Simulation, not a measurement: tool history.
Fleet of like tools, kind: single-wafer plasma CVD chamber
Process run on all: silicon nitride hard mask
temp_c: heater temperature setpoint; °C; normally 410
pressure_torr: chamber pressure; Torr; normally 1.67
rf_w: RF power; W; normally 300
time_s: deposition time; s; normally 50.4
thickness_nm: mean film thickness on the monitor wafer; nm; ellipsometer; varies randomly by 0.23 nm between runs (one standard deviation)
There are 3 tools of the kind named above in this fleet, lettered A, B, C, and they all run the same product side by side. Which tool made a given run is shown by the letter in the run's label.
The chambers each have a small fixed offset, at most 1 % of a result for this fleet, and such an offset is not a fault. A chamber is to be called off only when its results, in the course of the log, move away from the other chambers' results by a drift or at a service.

| run | hour | temp_c | pressure_torr | rf_w | time_s | hours since the last thermocouple change | hours since the last RF generator calibration | hours since the last manometer calibration | read-back reference wafer on the same gauge, thickness_nm | thickness_nm |
|---|---|---|---|---|---|---|---|---|---|---|
| 1A | 6.7 | 410 | 1.67 | 300 | 50.4 | 1925.3 | 1791.5 | 1248.5 | 46.947 | 59.013 |
| 2C | 20.6 | 410 | 1.67 | 300 | 50.4 | 469.2 | 2110.1 | 1779.0 | 46.927 | 58.476 |
| 3B | 27.9 | 410 | 1.67 | 300 | 50.4 | 780.2 | 430.3 | 1086.0 | 46.899 | 59.071 |
| 4B | 40.4 | 410 | 1.67 | 300 | 50.4 | 792.7 | 442.8 | 1098.5 | 46.873 | 58.566 |
| 5C | 52.8 | 410 | 1.67 | 300 | 50.4 | 501.4 | 2142.3 | 1811.2 | 46.943 | 58.677 |
| 6A | 59.7 | 410 | 1.67 | 300 | 50.4 | 1978.3 | 1844.5 | 1301.5 | 46.861 | 58.511 |
| 7B | 66.5 | 410 | 1.67 | 300 | 50.4 | 818.8 | 468.9 | 1124.6 | 46.914 | 59.073 |
| 8C | 74.7 | 410 | 1.67 | 300 | 50.4 | 523.3 | 2164.2 | 1833.1 | 46.883 | 58.409 |
| 9A | 88.3 | 410 | 1.67 | 300 | 50.4 | 2006.9 | 1873.1 | 1330.1 | 46.873 | 58.546 |
| 10A | 98.6 | 410 | 1.67 | 300 | 50.4 | 2017.2 | 1883.4 | 1340.4 | 46.926 | 58.526 |
| 11C | 108.4 | 410 | 1.67 | 300 | 50.4 | 557.0 | 2197.9 | 1866.8 | 46.921 | 58.856 |
| 12B | 116.3 | 410 | 1.67 | 300 | 50.4 | 868.6 | 518.7 | 1174.4 | 46.931 | 58.409 |
| 13A | 123.5 | 410 | 1.67 | 300 | 50.4 | 2042.1 | 1908.3 | 1365.3 | 46.891 | 58.922 |
|  | 130.5 | chamber A: RF generator calibrated |
| 14B | 131.1 | 410 | 1.67 | 300 | 50.4 | 883.4 | 533.5 | 1189.2 | 46.898 | 58.812 |
| 15C | 143.0 | 410 | 1.67 | 300 | 50.4 | 591.6 | 2232.5 | 1901.4 | 46.872 | 58.414 |
| 16A | 151.9 | 410 | 1.67 | 300 | 50.4 | 2070.5 | 21.4 | 1393.7 | 46.925 | 59.036 |
| 17C | 161.9 | 410 | 1.88 | 325 | 50.4 | 610.5 | 2251.4 | 1920.3 | 46.918 | 63.525 |
| 18B | 171.9 | 410 | 1.88 | 325 | 50.4 | 924.2 | 574.3 | 1230.0 | 46.858 | 64.083 |
| 19C | 185.9 | 410 | 1.88 | 325 | 50.4 | 634.5 | 2275.4 | 1944.3 | 46.929 | 63.597 |
| 20B | 198.1 | 410 | 1.67 | 300 | 50.4 | 950.4 | 600.5 | 1256.2 | 46.907 | 58.725 |
| 21A | 211.3 | 410 | 1.67 | 300 | 50.4 | 2129.9 | 80.8 | 1453.1 | 46.925 | 58.769 |

Which is it: a chamber that has drifted or been left off by a service, a gauge drift common to all chambers, or only each chamber's usual small offset? If a chamber is off, name it and its likeliest cause.

The fleet is healthy, with each chamber sitting at its usual small offset and no drift in the gauge.

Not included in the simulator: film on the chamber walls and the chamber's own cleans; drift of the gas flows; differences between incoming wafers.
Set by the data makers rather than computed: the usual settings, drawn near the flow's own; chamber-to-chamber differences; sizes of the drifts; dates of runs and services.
